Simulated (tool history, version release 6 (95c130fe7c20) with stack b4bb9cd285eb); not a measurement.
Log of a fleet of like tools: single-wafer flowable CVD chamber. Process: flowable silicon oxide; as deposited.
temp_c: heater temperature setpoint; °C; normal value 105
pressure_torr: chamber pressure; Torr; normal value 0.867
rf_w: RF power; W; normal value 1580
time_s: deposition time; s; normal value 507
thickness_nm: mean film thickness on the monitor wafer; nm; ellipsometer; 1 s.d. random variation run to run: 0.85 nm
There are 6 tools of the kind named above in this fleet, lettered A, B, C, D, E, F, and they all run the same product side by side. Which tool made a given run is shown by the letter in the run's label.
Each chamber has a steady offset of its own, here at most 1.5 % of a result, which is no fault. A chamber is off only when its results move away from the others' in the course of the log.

run   hour  temp_c  pressure_torr  rf_w  time_s  read-back reference wafer on the same gauge, thickness_nm  thickness_nm
 1D   10.0     105          0.867  1580     507                                                     311.83        277.01
 2E   19.1     105          0.867  1580     507                                                     311.81        267.93
      28.7  -- chamber E: thermocouple changed; heater temperature recalibrated
 3F   30.2     105          0.867  1580     507                                                     311.94        274.47
 4A   42.0     105          0.867  1580     507                                                     311.91        276.39
 5B   51.1     105          0.867  1580     507                                                     311.97        273.42
      57.1  -- chamber F: RF generator calibrated
 6C   60.6     105          0.867  1580     507                                                     311.91        271.15
 7F   72.6     105          0.867  1580     507                                                     311.88        274.70
 8E   79.1     105          0.867  1580     507                                                     312.28        268.73
 9B   85.6     105          0.867  1580     507                                                     311.93        273.38
10D   97.2     112          0.732  1580     507                                                     311.72        174.99
11A  107.1     112          0.732  1580     507                                                     311.85        174.58
12C  114.1     112          0.732  1580     507                                                     312.03        173.01
13B  123.0     112          0.732  1580     507                                                     311.99        173.97
14F  130.3     112          0.732  1580     507                                                     311.81        176.29
15E  136.8     112          0.732  1580     507                                                     312.00        172.51
16A  147.3      95          0.867  1425     507                                                     311.78        370.18
17C  155.9      95          0.867  1425     507                                                     312.00        364.82
18D  169.2      95          0.867  1425     507                                                     312.00        371.69
19C  175.6      95          0.867  1425     507                                                     311.93        364.03
20B  182.0      95          0.867  1425     507                                                     311.95        364.83
21A  190.9      95          0.867  1425     507                                                     312.07        368.19
22D  200.2     105          0.867  1820     590                                                     311.99        331.31
     206.0  -- chamber A: thermocouple changed; heater temperature recalibrated
23F  209.9     105          0.867  1820     590                                                     312.11        330.80
24E  222.9     105          0.867  1820     590                                                     312.17        325.50
25A  230.0     105          0.867  1820     590                                                     312.07        318.67
26B  242.1     105          0.867  1820     590                                                     312.05        330.11
     242.5  -- chamber C: capacitance manometer re-zeroed and calibrated
27F  253.3     105          0.867  1820     590                                                     312.21        330.68
28D  259.6     105          0.867  1580     507                                                     312.21        276.59
29C  267.5     105          0.867  1580     507                                                     311.92        271.50
30E  274.7     105          0.867  1580     507                                                     312.21        268.81
31B  281.1     105          0.867  1580     507                                                     311.94        272.35
32F  294.1     105          0.867  1580     507                                                     311.98        275.00
     301.8  -- chamber B: RF generator calibrated
33C  302.2     105          0.867  1580     507                                                     311.94        269.64
34A  311.5     105          0.867  1580     507                                                     312.08        263.58
35E  319.9     105          0.867  1580     507                                                     312.15        268.04
36D  327.8     105          0.867  1580     507                                                     312.02        273.84
37C  334.3     105          0.867  1580     507                                                     312.02        272.05
38D  342.0     105          0.867  1580     507                                                     312.15        273.79
     345.7  -- chamber A: RF generator calibrated
39A  349.9     105          0.867  1580     507                                                     312.02        264.07
40E  360.7     105          0.867  1580     507                                                     311.93        269.90
41B  368.5     105          0.867  1580     507                                                     311.95        271.21

One chamber off, gauge drift, or nothing amiss beyond the chambers' own small offsets? If it is a chamber, which one, and what is the likeliest cause?

After it was serviced, chamber A no longer matches the other chambers.
Likeliest cause: wafer temperature above the value expected at the setpoint (K) = 1.22.

Below are 4 candidate recipes for chamber A's next run, each the usual settings with a change, their results shown as question marks. Which of them brings A's results back in line with what the other chambers give on the usual settings?
Allowed miss from the other chambers' usual-settings mean, per result, to count as in line: thickness_nm 3.00 nm
42A-1  378.2     105          0.889  1580     507                                                                        ?
42A-2  378.2     105          0.861  1580     505                                                                        ?
42A-3  378.2     105          0.867  1650     507                                                                        ?
42A-4  378.2     105          0.851  1580     502                                                                        ?

Usual-settings mean across the other chambers: thickness_nm 272.38 nm
  run  thickness_nm
42A-1        272.55
42A-2        260.55
42A-3        267.08
42A-4        255.08
42A-1 brings the chamber back in line.

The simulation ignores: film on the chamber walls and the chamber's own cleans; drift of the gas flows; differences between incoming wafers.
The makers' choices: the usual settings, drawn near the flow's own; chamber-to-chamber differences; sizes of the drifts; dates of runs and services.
